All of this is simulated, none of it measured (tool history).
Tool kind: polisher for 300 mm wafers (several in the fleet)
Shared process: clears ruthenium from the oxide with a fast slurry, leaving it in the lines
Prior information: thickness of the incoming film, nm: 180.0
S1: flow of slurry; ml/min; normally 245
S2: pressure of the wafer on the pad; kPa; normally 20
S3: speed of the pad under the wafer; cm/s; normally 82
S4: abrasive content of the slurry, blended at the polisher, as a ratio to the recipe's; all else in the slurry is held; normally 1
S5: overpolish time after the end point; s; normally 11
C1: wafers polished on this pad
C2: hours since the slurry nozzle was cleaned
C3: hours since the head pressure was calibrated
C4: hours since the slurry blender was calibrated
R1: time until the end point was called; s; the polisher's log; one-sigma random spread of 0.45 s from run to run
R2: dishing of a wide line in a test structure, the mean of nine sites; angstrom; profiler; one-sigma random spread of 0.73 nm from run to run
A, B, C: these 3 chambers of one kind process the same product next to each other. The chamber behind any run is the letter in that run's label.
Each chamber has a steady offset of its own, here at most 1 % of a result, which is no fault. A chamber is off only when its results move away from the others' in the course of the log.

{"run": "1C", "hour": 8.2, "S1": 245, "S2": 20, "S3": 82, "S4": 1, "S5": 11, "C1": 529, "C2": 215.8, "C3": 390.5, "C4": 102.4, "R1": 44.308, "R2": 367.61}
{"run": "2B", "hour": 21.0, "S1": 245, "S2": 20, "S3": 82, "S4": 1, "S5": 11, "C1": 254, "C2": 330.1, "C3": 273.2, "C4": 96.7, "R1": 44.465, "R2": 380.63}
{"hour": 29.0, "done": "chamber A: worn pad replaced by a new one"}
{"run": "3A", "hour": 29.9, "S1": 245, "S2": 20, "S3": 82, "S4": 1, "S5": 11, "C1": 9, "C2": 50, "C3": 434.5, "C4": 94.7, "R1": 44.736, "R2": 373.02}
{"run": "4A", "hour": 46.0, "S1": 245, "S2": 20, "S3": 82, "S4": 1, "S5": 11, "C1": 173, "C2": 66.1, "C3": 450.6, "C4": 110.8, "R1": 43.927, "R2": 372.94}
{"run": "5B", "hour": 60.9, "S1": 245, "S2": 24.1, "S3": 82, "S4": 1, "S5": 11, "C1": 661, "C2": 370, "C3": 313.1, "C4": 136.6, "R1": 36.795, "R2": 433.94}
{"run": "6C", "hour": 75.6, "S1": 245, "S2": 24.1, "S3": 82, "S4": 1, "S5": 11, "C1": 1216, "C2": 283.2, "C3": 457.9, "C4": 169.8, "R1": 37.204, "R2": 439}
{"run": "7B", "hour": 85.4, "S1": 245, "S2": 24.1, "S3": 82, "S4": 1, "S5": 11, "C1": 910, "C2": 394.5, "C3": 337.6, "C4": 161.1, "R1": 36.456, "R2": 442.94}
{"hour": 89.1, "done": "chamber C: worn pad replaced by a new one"}
{"hour": 91.1, "done": "chamber A: slurry blender recalibrated"}
{"run": "8C", "hour": 96.8, "S1": 245, "S2": 20, "S3": 82, "S4": 1, "S5": 11, "C1": 78, "C2": 304.4, "C3": 479.1, "C4": 191, "R1": 44.179, "R2": 371.7}
{"hour": 100.5, "done": "chamber B: worn pad replaced by a new one"}
{"run": "9A", "hour": 107.0, "S1": 245, "S2": 20, "S3": 82, "S4": 1, "S5": 11, "C1": 794, "C2": 127.1, "C3": 511.6, "C4": 16, "R1": 44.858, "R2": 373.28}
{"hour": 108.1, "done": "chamber B: slurry blender recalibrated"}
{"run": "10C", "hour": 114.3, "S1": 245, "S2": 22.8, "S3": 82, "S4": 1, "S5": 11, "C1": 256, "C2": 321.9, "C3": 496.6, "C4": 208.5, "R1": 39.359, "R2": 426.84}
{"run": "11A", "hour": 127.8, "S1": 245, "S2": 22.8, "S3": 82, "S4": 1, "S5": 11, "C1": 1006, "C2": 147.9, "C3": 532.4, "C4": 36.8, "R1": 39.075, "R2": 421.49}
{"run": "12B", "hour": 135.8, "S1": 245, "S2": 22.8, "S3": 82, "S4": 1, "S5": 11, "C1": 359, "C2": 444.9, "C3": 388, "C4": 27.7, "R1": 39.069, "R2": 432.96}
{"run": "13A", "hour": 146.5, "S1": 245, "S2": 20, "S3": 82, "S4": 1, "S5": 11, "C1": 1196, "C2": 166.6, "C3": 551.1, "C4": 55.5, "R1": 44.705, "R2": 381.51}
{"run": "14C", "hour": 160.7, "S1": 245, "S2": 20, "S3": 82, "S4": 1, "S5": 11, "C1": 729, "C2": 368.3, "C3": 543, "C4": 254.9, "R1": 44.853, "R2": 370.46}
{"hour": 173.3, "done": "chamber B: slurry nozzle cleaned"}
{"run": "15B", "hour": 176.2, "S1": 245, "S2": 20, "S3": 82, "S4": 1, "S5": 11, "C1": 771, "C2": 3, "C3": 428.4, "C4": 68.1, "R1": 43.321, "R2": 374.34}
{"hour": 178.5, "done": "chamber A: worn pad replaced by a new one"}
{"run": "16A", "hour": 185.6, "S1": 245, "S2": 20, "S3": 82, "S4": 1, "S5": 11, "C1": 72, "C2": 205.7, "C3": 590.2, "C4": 94.6, "R1": 44.41, "R2": 370.95}
{"run": "17B", "hour": 201.6, "S1": 245, "S2": 20, "S3": 82, "S4": 1, "S5": 11, "C1": 1029, "C2": 28.4, "C3": 453.8, "C4": 93.5, "R1": 44.878, "R2": 376.94}
{"run": "18C", "hour": 214.8, "S1": 245, "S2": 20, "S3": 82, "S4": 1, "S5": 11, "C1": 1280, "C2": 422.4, "C3": 597.1, "C4": 309, "R1": 43.587, "R2": 391.53}
{"hour": 221.7, "done": "chamber B: worn pad replaced by a new one"}
{"run": "19C", "hour": 225.2, "S1": 170, "S2": 20, "S3": 82, "S4": 1, "S5": 11, "C1": 1386, "C2": 432.8, "C3": 607.5, "C4": 319.4, "R1": 46.739, "R2": 359.26}
{"run": "20A", "hour": 232.4, "S1": 170, "S2": 20, "S3": 82, "S4": 1, "S5": 11, "C1": 549, "C2": 252.5, "C3": 637, "C4": 141.4, "R1": 46.277, "R2": 356.14}
{"hour": 234.3, "done": "chamber C: worn pad replaced by a new one"}
{"hour": 237.8, "done": "chamber A: slurry blender recalibrated"}
{"hour": 238.7, "done": "chamber C: slurry blender recalibrated"}
{"run": "21B", "hour": 246.7, "S1": 170, "S2": 20, "S3": 82, "S4": 1, "S5": 11, "C1": 255, "C2": 73.5, "C3": 498.9, "C4": 138.6, "R1": 45.668, "R2": 368.22}
{"run": "22B", "hour": 257.3, "S1": 270, "S2": 20, "S3": 92, "S4": 1, "S5": 11, "C1": 363, "C2": 84.1, "C3": 509.5, "C4": 149.2, "R1": 39.112, "R2": 415.4}
{"hour": 265.6, "done": "chamber B: slurry blender recalibrated"}
{"run": "23A", "hour": 270.2, "S1": 270, "S2": 20, "S3": 92, "S4": 1, "S5": 11, "C1": 934, "C2": 290.3, "C3": 674.8, "C4": 32.4, "R1": 40.258, "R2": 418.5}
{"run": "24C", "hour": 277.8, "S1": 270, "S2": 20, "S3": 92, "S4": 1, "S5": 11, "C1": 443, "C2": 485.4, "C3": 660.1, "C4": 39.1, "R1": 38.858, "R2": 411.73}
{"run": "25A", "hour": 286.3, "S1": 245, "S2": 20, "S3": 82, "S4": 1, "S5": 11, "C1": 1098, "C2": 306.4, "C3": 690.9, "C4": 48.5, "R1": 44.622, "R2": 369.11}
{"hour": 291.2, "done": "chamber A: slurry nozzle cleaned"}
{"run": "26B", "hour": 293.9, "S1": 245, "S2": 20, "S3": 82, "S4": 1, "S5": 11, "C1": 736, "C2": 120.7, "C3": 546.1, "C4": 28.4, "R1": 44.744, "R2": 377.72}
{"run": "27C", "hour": 304.9, "S1": 245, "S2": 20, "S3": 82, "S4": 1, "S5": 11, "C1": 719, "C2": 512.5, "C3": 687.2, "C4": 66.2, "R1": 44.777, "R2": 369.96}
{"hour": 305.7, "done": "chamber A: worn pad replaced by a new one"}
{"run": "28B", "hour": 319.5, "S1": 245, "S2": 20, "S3": 82, "S4": 1, "S5": 11, "C1": 997, "C2": 146.3, "C3": 571.7, "C4": 54, "R1": 43.651, "R2": 378.9}
{"run": "29C", "hour": 330.4, "S1": 245, "S2": 20, "S3": 82, "S4": 1, "S5": 11, "C1": 979, "C2": 538, "C3": 712.7, "C4": 91.7, "R1": 44.419, "R2": 373.1}
{"hour": 344.1, "done": "chamber B: worn pad replaced by a new one"}
{"run": "30A", "hour": 344.7, "S1": 245, "S2": 20, "S3": 82, "S4": 1, "S5": 11, "C1": 398, "C2": 53.6, "C3": 749.3, "C4": 106.9, "R1": 44.438, "R2": 384.53}
{"run": "31A", "hour": 361.0, "S1": 245, "S2": 20, "S3": 82, "S4": 1, "S5": 11, "C1": 564, "C2": 69.9, "C3": 765.6, "C4": 123.2, "R1": 44.26, "R2": 375.09}
{"hour": 367.7, "done": "chamber C: worn pad replaced by a new one"}
{"run": "32B", "hour": 373.3, "S1": 245, "S2": 20, "S3": 82, "S4": 1, "S5": 11, "C1": 297, "C2": 200.1, "C3": 625.5, "C4": 107.8, "R1": 43.953, "R2": 373.77}
{"run": "33C", "hour": 386.5, "S1": 245, "S2": 20, "S3": 82, "S4": 1, "S5": 11, "C1": 192, "C2": 594.1, "C3": 768.8, "C4": 147.8, "R1": 44.483, "R2": 382.83}
{"run": "34B", "hour": 397.2, "S1": 245, "S2": 20, "S3": 82, "S4": 1, "S5": 11, "C1": 541, "C2": 224, "C3": 649.4, "C4": 131.7, "R1": 44.382, "R2": 381.68}
{"hour": 401.1, "done": "chamber A: head pressure recalibrated"}
{"run": "35A", "hour": 411.3, "S1": 245, "S2": 20, "S3": 82, "S4": 1, "S5": 11, "C1": 1076, "C2": 120.2, "C3": 10.2, "C4": 173.5, "R1": 45.146, "R2": 382.4}
{"run": "36C", "hour": 421.4, "S1": 245, "S2": 20, "S3": 82, "S4": 1, "S5": 11, "C1": 547, "C2": 629, "C3": 803.7, "C4": 182.7, "R1": 44.436, "R2": 381.98}
{"hour": 423.9, "done": "chamber A: slurry blender recalibrated"}
{"run": "37C", "hour": 430.6, "S1": 245, "S2": 20, "S3": 82, "S4": 1, "S5": 11, "C1": 641, "C2": 638.2, "C3": 812.9, "C4": 191.9, "R1": 44.613, "R2": 361.34}
{"run": "38B", "hour": 442.4, "S1": 245, "S2": 20, "S3": 82, "S4": 1, "S5": 11, "C1": 1001, "C2": 269.2, "C3": 694.6, "C4": 176.9, "R1": 43.99, "R2": 379.68}
{"hour": 453.5, "done": "chamber A: worn pad replaced by a new one"}
{"run": "39A", "hour": 457.4, "S1": 245, "S2": 20, "S3": 68, "S4": 1, "S5": 11, "C1": 39, "C2": 166.3, "C3": 56.3, "C4": 33.5, "R1": 54.168, "R2": 311.34}
{"run": "40A", "hour": 472.8, "S1": 245, "S2": 20, "S3": 68, "S4": 1, "S5": 11, "C1": 196, "C2": 181.7, "C3": 71.7, "C4": 48.9, "R1": 52.865, "R2": 317.73}

The same settings go to every chamber for the next run, one line per chamber below. Forecast the results for each:
{"run": "41A", "hour": 484.5, "S1": 245, "S2": 24.1, "S3": 82, "S4": 1, "S5": 11, "R1": "?", "R2": "?"}
{"run": "41B", "hour": 484.5, "S1": 245, "S2": 24.1, "S3": 82, "S4": 1, "S5": 11, "R1": "?", "R2": "?"}
{"run": "41C", "hour": 484.5, "S1": 245, "S2": 24.1, "S3": 82, "S4": 1, "S5": 11, "R1": "?", "R2": "?"}

run=41A R1=37.038 R2=449.18
run=41B R1=36.659 R2=454.08
run=41C R1=37.033 R2=436.95

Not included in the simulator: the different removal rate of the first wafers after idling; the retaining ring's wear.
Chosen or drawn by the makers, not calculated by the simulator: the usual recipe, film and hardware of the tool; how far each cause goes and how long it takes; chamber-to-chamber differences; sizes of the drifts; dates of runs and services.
